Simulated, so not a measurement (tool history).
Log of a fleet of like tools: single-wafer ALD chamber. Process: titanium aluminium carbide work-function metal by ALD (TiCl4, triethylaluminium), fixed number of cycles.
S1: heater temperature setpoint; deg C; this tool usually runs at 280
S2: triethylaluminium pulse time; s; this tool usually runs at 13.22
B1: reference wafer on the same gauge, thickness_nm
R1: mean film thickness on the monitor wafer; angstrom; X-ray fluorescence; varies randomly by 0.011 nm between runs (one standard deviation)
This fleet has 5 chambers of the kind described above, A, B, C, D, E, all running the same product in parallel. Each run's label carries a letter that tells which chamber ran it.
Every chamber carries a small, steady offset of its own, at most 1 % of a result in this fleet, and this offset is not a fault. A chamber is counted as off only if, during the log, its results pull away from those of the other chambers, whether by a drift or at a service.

run 1D hour=9.5 | S1=280 S2=13.22 | B1=2.2115 | R1=18.411
run 2E hour=19.5 | S1=280 S2=13.22 | B1=2.2082 | R1=18.667
-- hour=22.4 chamber C: triethylaluminium bottle replaced
run 3A hour=30.5 | S1=280 S2=13.22 | B1=2.2114 | R1=18.525
run 4B hour=42.5 | S1=280 S2=13.22 | B1=2.2076 | R1=18.702
run 5C hour=51.5 | S1=280 S2=13.22 | B1=2.2085 | R1=18.717
run 6E hour=62.1 | S1=280 S2=13.22 | B1=2.2131 | R1=18.724
run 7B hour=68.6 | S1=280 S2=13.22 | B1=2.2090 | R1=18.585
run 8C hour=79.0 | S1=280 S2=13.22 | B1=2.2105 | R1=18.504
run 9D hour=90.4 | S1=280 S2=13.22 | B1=2.2086 | R1=18.447
run 10A hour=98.4 | S1=280 S2=13.22 | B1=2.2095 | R1=18.496
-- hour=99.3 chamber B: thermocouple changed; heater temperature recalibrated
run 11B hour=107.7 | S1=280 S2=13.22 | B1=2.2066 | R1=18.427
run 12D hour=115.5 | S1=280 S2=13.22 | B1=2.2114 | R1=18.379
run 13C hour=124.3 | S1=280 S2=13.22 | B1=2.2105 | R1=18.527
run 14E hour=134.7 | S1=280 S2=13.22 | B1=2.2063 | R1=18.455
-- hour=138.0 chamber D: triethylaluminium bottle replaced
run 15A hour=147.0 | S1=280 S2=13.22 | B1=2.2096 | R1=18.536
run 16A hour=157.1 | S1=280 S2=13.22 | B1=2.2071 | R1=18.414
-- hour=164.4 chamber E: thermocouple changed; heater temperature recalibrated
run 17D hour=165.8 | S1=280 S2=13.22 | B1=2.2078 | R1=18.672
run 18C hour=172.9 | S1=280 S2=13.22 | B1=2.2111 | R1=18.732
run 19E hour=185.2 | S1=267 S2=13.22 | B1=2.2116 | R1=17.458
run 20B hour=193.6 | S1=267 S2=13.22 | B1=2.2121 | R1=17.571
run 21D hour=202.0 | S1=267 S2=13.22 | B1=2.2110 | R1=17.505
run 22B hour=215.9 | S1=267 S2=13.22 | B1=2.2086 | R1=17.596
run 23C hour=222.2 | S1=267 S2=13.22 | B1=2.2070 | R1=17.543
run 24E hour=228.5 | S1=280 S2=13.22 | B1=2.2071 | R1=18.801
run 25A hour=234.9 | S1=280 S2=13.22 | B1=2.2089 | R1=18.599
run 26E hour=241.7 | S1=280 S2=13.22 | B1=2.2115 | R1=18.681
run 27C hour=249.5 | S1=280 S2=17.38 | B1=2.2124 | R1=18.731
run 28B hour=260.2 | S1=280 S2=17.38 | B1=2.2100 | R1=18.775
run 29D hour=271.3 | S1=280 S2=17.38 | B1=2.2052 | R1=18.451
run 30A hour=282.6 | S1=280 S2=17.38 | B1=2.2110 | R1=18.656
run 31A hour=296.7 | S1=280 S2=17.38 | B1=2.2092 | R1=18.796
run 32D hour=304.0 | S1=280 S2=13.22 | B1=2.2103 | R1=18.505
run 33E hour=317.8 | S1=280 S2=13.22 | B1=2.2077 | R1=18.855
run 34C hour=325.4 | S1=280 S2=13.22 | B1=2.2101 | R1=18.584
run 35B hour=332.4 | S1=280 S2=13.22 | B1=2.2104 | R1=18.659
run 36B hour=341.9 | S1=280 S2=13.22 | B1=2.2096 | R1=18.626
-- hour=352.1 chamber D: thermocouple changed; heater temperature recalibrated
run 37A hour=352.4 | S1=291 S2=8.81 | B1=2.2137 | R1=18.635
run 38C hour=365.2 | S1=291 S2=8.81 | B1=2.2122 | R1=19.002
run 39E hour=378.3 | S1=291 S2=8.81 | B1=2.2090 | R1=18.811
run 40D hour=385.4 | S1=291 S2=8.81 | B1=2.2076 | R1=18.950
run 41C hour=393.2 | S1=291 S2=8.81 | B1=2.2101 | R1=18.900
run 42D hour=407.5 | S1=273 S2=13.22 | B1=2.2110 | R1=17.898
run 43E hour=415.9 | S1=273 S2=13.22 | B1=2.2094 | R1=18.010

Next, all 5 chambers run the settings below, one line each with question marks for the results. What does each chamber give?
run 44A hour=426.2 | S1=280 S2=13.22 | R1=?
run 44B hour=426.2 | S1=280 S2=13.22 | R1=?
run 44C hour=426.2 | S1=280 S2=13.22 | R1=?
run 44D hour=426.2 | S1=280 S2=13.22 | R1=?
run 44E hour=426.2 | S1=280 S2=13.22 | R1=?

run=44A R1=18.498
run=44B R1=18.500
run=44C R1=18.690
run=44D R1=18.691
run=44E R1=18.902
